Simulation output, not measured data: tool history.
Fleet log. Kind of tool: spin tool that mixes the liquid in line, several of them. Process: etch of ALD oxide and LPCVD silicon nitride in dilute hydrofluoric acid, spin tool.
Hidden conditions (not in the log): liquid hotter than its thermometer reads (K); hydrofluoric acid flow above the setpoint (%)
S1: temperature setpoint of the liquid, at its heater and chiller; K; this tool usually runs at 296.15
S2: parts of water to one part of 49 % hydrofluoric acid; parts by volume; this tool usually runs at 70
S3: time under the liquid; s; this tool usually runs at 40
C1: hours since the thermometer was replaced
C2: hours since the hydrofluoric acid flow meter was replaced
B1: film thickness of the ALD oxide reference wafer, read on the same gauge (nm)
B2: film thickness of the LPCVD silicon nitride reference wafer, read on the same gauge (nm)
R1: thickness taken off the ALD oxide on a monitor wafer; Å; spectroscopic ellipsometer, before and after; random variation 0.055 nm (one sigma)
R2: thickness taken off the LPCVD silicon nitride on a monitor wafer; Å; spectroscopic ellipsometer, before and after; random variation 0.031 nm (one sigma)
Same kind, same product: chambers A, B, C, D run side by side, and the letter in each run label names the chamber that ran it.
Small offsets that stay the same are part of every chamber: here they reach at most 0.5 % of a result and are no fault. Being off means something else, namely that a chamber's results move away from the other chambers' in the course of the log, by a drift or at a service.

Run 1D, hour 8: usual settings; C1 614.7; C2 261.8; B1 100.01; B2 110. Result: R1 55.54 Å, R2 2.9655 Å.
Run 2C, hour 15.6: usual settings; C1 90.2; C2 1090.2; B1 99.991; B2 110.02. Result: R1 56.428 Å, R2 2.9451 Å.
Run 3B, hour 23.8: usual settings; C1 756.6; C2 571.2; B1 99.983; B2 110.02. Result: R1 56.557 Å, R2 2.6684 Å.
Run 4A, hour 28.4: usual settings; C1 759.6; C2 1894.8; B1 99.999; B2 109.99. Result: R1 56.799 Å, R2 2.5466 Å.
Run 5C, hour 36: usual settings; C1 110.6; C2 1110.6; B1 99.975; B2 110.02. Result: R1 55.635 Å, R2 3.2329 Å.
Run 6B, hour 43.4: usual settings but S3 15 s; C1 776.2; C2 590.8; B1 99.998; B2 109.99. Result: R1 21.136 Å, R2 1.221 Å.
Run 7D, hour 53: usual settings but S3 15 s; C1 659.7; C2 306.8; B1 100; B2 110.01. Result: R1 20.505 Å, R2 0.8246 Å.
Run 8A, hour 61: usual settings but S3 15 s; C1 792.2; C2 1927.4; B1 100.02; B2 109.98. Result: R1 20.986 Å, R2 1.1457 Å.
Run 9D, hour 65.8: usual settings but S3 15 s; C1 672.5; C2 319.6; B1 99.977; B2 110. Result: R1 20.829 Å, R2 1.0175 Å.
Run 10A, hour 71.6: usual settings; C1 802.8; C2 1938; B1 100; B2 109.98. Result: R1 56.119 Å, R2 2.8719 Å.
Run 11C, hour 77.5: usual settings; C1 152.1; C2 1152.1; B1 100.01; B2 109.98. Result: R1 56.554 Å, R2 2.8641 Å.
At hour 77.7: chamber B: thermometer replaced.
Run 12B, hour 84.1: usual settings; C1 6.4; C2 631.5; B1 99.999; B2 110.01. Result: R1 56.69 Å, R2 2.6519 Å.
Run 13B, hour 88.8: usual settings; C1 11.1; C2 636.2; B1 99.996; B2 109.99. Result: R1 56.459 Å, R2 3.4129 Å.
Run 14C, hour 98.5: usual settings; C1 173.1; C2 1173.1; B1 100.02; B2 110. Result: R1 55.886 Å, R2 3.1666 Å.
Run 15D, hour 107.7: usual settings; C1 714.4; C2 361.5; B1 100.01; B2 110.02. Result: R1 55.963 Å, R2 2.9049 Å.
Run 16A, hour 114.4: usual settings; C1 845.6; C2 1980.8; B1 100.03; B2 109.98. Result: R1 55.222 Å, R2 2.6677 Å.
Run 17B, hour 119.7: usual settings; C1 42; C2 667.1; B1 100.03; B2 109.98. Result: R1 57.009 Å, R2 2.9184 Å.
Run 18A, hour 125.6: usual settings; C1 856.8; C2 1992; B1 100; B2 110. Result: R1 56.264 Å, R2 2.5171 Å.
Run 19C, hour 130.5: usual settings; C1 205.1; C2 1205.1; B1 100; B2 110. Result: R1 56.539 Å, R2 2.7615 Å.
At hour 133.4: chamber A: thermometer replaced.
Run 20D, hour 136.2: usual settings; C1 742.9; C2 390; B1 100; B2 110.01. Result: R1 55.758 Å, R2 2.5688 Å.
Run 21A, hour 145.1: usual settings; C1 11.8; C2 2011.5; B1 100; B2 109.99. Result: R1 55.805 Å, R2 2.95 Å.
Run 22C, hour 150.2: usual settings; C1 224.8; C2 1224.8; B1 100; B2 110. Result: R1 55.825 Å, R2 2.3995 Å.
Run 23D, hour 156.9: usual settings; C1 763.6; C2 410.7; B1 100; B2 110.01. Result: R1 56.061 Å, R2 2.4847 Å.
Run 24B, hour 161.3: usual settings; C1 83.6; C2 708.7; B1 100.01; B2 109.98. Result: R1 56.89 Å, R2 2.2963 Å.

Is one chamber out of step, is the gauge drifting, or do the chambers differ by no more than their own small offsets? For an off chamber, give its letter and the likeliest cause.

Beyond each chamber's small constant offset nothing stands out, and the gauge stays steady.
